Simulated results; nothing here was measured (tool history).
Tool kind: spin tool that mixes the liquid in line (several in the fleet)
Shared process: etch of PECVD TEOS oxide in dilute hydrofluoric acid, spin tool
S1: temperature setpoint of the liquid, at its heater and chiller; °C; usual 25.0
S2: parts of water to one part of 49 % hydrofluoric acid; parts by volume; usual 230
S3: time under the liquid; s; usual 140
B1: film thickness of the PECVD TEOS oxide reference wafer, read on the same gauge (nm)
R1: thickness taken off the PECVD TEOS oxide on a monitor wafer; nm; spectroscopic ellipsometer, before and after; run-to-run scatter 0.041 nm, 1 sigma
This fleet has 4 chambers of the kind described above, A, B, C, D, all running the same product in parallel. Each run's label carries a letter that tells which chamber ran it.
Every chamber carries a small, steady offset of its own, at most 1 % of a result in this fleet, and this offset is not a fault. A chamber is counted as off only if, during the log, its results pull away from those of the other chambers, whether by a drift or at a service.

{"run": "1D", "hour": 3.7, "S1": 25.0, "S2": 230, "S3": 140, "B1": 70.026, "R1": 10.99}
{"run": "2A", "hour": 10.5, "S1": 25.0, "S2": 230, "S3": 140, "B1": 70.029, "R1": 10.862}
{"run": "3B", "hour": 15.9, "S1": 25.0, "S2": 230, "S3": 140, "B1": 70.038, "R1": 10.914}
{"run": "4C", "hour": 18.8, "S1": 25.0, "S2": 230, "S3": 140, "B1": 70.048, "R1": 10.972}
{"hour": 21.6, "done": "chamber A: thermometer replaced"}
{"run": "5C", "hour": 25.2, "S1": 25.0, "S2": 230, "S3": 140, "B1": 69.995, "R1": 11.001}
{"run": "6A", "hour": 29.7, "S1": 27.5, "S2": 230, "S3": 140, "B1": 69.998, "R1": 11.849}
{"run": "7B", "hour": 35.9, "S1": 27.5, "S2": 230, "S3": 140, "B1": 69.981, "R1": 11.888}
{"run": "8D", "hour": 39.3, "S1": 27.5, "S2": 230, "S3": 140, "B1": 69.979, "R1": 11.947}
{"run": "9B", "hour": 45.8, "S1": 27.5, "S2": 230, "S3": 140, "B1": 69.983, "R1": 11.926}
{"run": "10A", "hour": 50.7, "S1": 25.0, "S2": 230, "S3": 140, "B1": 69.984, "R1": 10.868}
{"run": "11C", "hour": 56.0, "S1": 25.0, "S2": 230, "S3": 140, "B1": 69.95, "R1": 10.918}
{"run": "12D", "hour": 60.0, "S1": 25.0, "S2": 230, "S3": 140, "B1": 69.997, "R1": 10.988}
{"run": "13C", "hour": 66.8, "S1": 25.0, "S2": 230, "S3": 140, "B1": 70.02, "R1": 10.986}
{"run": "14A", "hour": 72.4, "S1": 25.0, "S2": 230, "S3": 140, "B1": 69.992, "R1": 10.86}
{"run": "15D", "hour": 75.8, "S1": 25.0, "S2": 230, "S3": 140, "B1": 69.963, "R1": 10.996}
{"run": "16B", "hour": 79.8, "S1": 25.0, "S2": 230, "S3": 140, "B1": 70.064, "R1": 11.026}
{"run": "17C", "hour": 83.0, "S1": 25.0, "S2": 230, "S3": 140, "B1": 69.964, "R1": 10.971}
{"run": "18A", "hour": 88.1, "S1": 25.0, "S2": 230, "S3": 140, "B1": 70.007, "R1": 10.875}
{"run": "19B", "hour": 94.5, "S1": 25.0, "S2": 230, "S3": 140, "B1": 70.039, "R1": 10.994}
{"run": "20D", "hour": 99.4, "S1": 25.0, "S2": 230, "S3": 140, "B1": 69.985, "R1": 10.963}
{"run": "21A", "hour": 104.8, "S1": 25.0, "S2": 230, "S3": 140, "B1": 70.04, "R1": 10.83}
{"run": "22D", "hour": 111.2, "S1": 25.0, "S2": 230, "S3": 140, "B1": 69.988, "R1": 10.992}
{"hour": 114.0, "done": "chamber B: thermometer replaced"}
{"run": "23C", "hour": 117.5, "S1": 25.0, "S2": 230, "S3": 140, "B1": 70.019, "R1": 10.969}
{"run": "24B", "hour": 122.2, "S1": 23.5, "S2": 135, "S3": 140, "B1": 70.022, "R1": 19.681}
{"run": "25C", "hour": 128.7, "S1": 23.5, "S2": 135, "S3": 140, "B1": 70.012, "R1": 19.448}
{"run": "26A", "hour": 133.5, "S1": 23.5, "S2": 135, "S3": 140, "B1": 69.971, "R1": 19.503}
{"run": "27B", "hour": 137.8, "S1": 23.5, "S2": 135, "S3": 140, "B1": 69.99, "R1": 19.701}
{"run": "28D", "hour": 144.6, "S1": 25.0, "S2": 230, "S3": 140, "B1": 70.012, "R1": 10.917}
{"run": "29A", "hour": 149.3, "S1": 29.5, "S2": 230, "S3": 140, "B1": 69.965, "R1": 12.672}
{"run": "30C", "hour": 152.8, "S1": 29.5, "S2": 230, "S3": 140, "B1": 69.988, "R1": 12.839}
{"run": "31B", "hour": 158.1, "S1": 29.5, "S2": 230, "S3": 140, "B1": 70.012, "R1": 13.009}
{"run": "32D", "hour": 163.9, "S1": 29.5, "S2": 230, "S3": 140, "B1": 69.953, "R1": 12.747}
{"run": "33C", "hour": 170.2, "S1": 25.0, "S2": 230, "S3": 140, "B1": 69.988, "R1": 10.951}
{"run": "34A", "hour": 176.2, "S1": 25.0, "S2": 230, "S3": 140, "B1": 69.998, "R1": 10.785}
{"run": "35D", "hour": 181.7, "S1": 25.0, "S2": 230, "S3": 140, "B1": 70.03, "R1": 10.998}
{"run": "36B", "hour": 186.0, "S1": 25.0, "S2": 230, "S3": 140, "B1": 70.06, "R1": 11.134}
{"run": "37B", "hour": 190.5, "S1": 25.0, "S2": 185, "S3": 65, "B1": 69.944, "R1": 6.78}
{"hour": 194.1, "done": "chamber D: hydrofluoric acid flow meter replaced"}
{"run": "38A", "hour": 195.6, "S1": 25.0, "S2": 185, "S3": 65, "B1": 70.032, "R1": 6.587}
{"run": "39C", "hour": 200.9, "S1": 25.0, "S2": 185, "S3": 65, "B1": 69.983, "R1": 6.6716}
{"run": "40D", "hour": 207.0, "S1": 25.0, "S2": 185, "S3": 65, "B1": 70.048, "R1": 6.641}
{"run": "41D", "hour": 211.4, "S1": 25.0, "S2": 230, "S3": 140, "B1": 70.013, "R1": 10.903}
{"run": "42B", "hour": 215.1, "S1": 25.0, "S2": 230, "S3": 140, "B1": 69.95, "R1": 11.181}
{"run": "43C", "hour": 221.8, "S1": 25.0, "S2": 145, "S3": 140, "B1": 70.009, "R1": 19.255}
{"run": "44A", "hour": 225.7, "S1": 25.0, "S2": 145, "S3": 140, "B1": 69.996, "R1": 18.944}

Next, all 4 chambers run the settings below, one line each with question marks for the results. What does each chamber give?
{"run": "45A", "hour": 230.7, "S1": 25.0, "S2": 230, "S3": 110, "R1": "?"}
{"run": "45B", "hour": 230.7, "S1": 25.0, "S2": 230, "S3": 110, "R1": "?"}
{"run": "45C", "hour": 230.7, "S1": 25.0, "S2": 230, "S3": 110, "R1": "?"}
{"run": "45D", "hour": 230.7, "S1": 25.0, "S2": 230, "S3": 110, "R1": "?"}

run=45A R1=8.5683
run=45B R1=8.8242
run=45C R1=8.5705
run=45D R1=8.5818
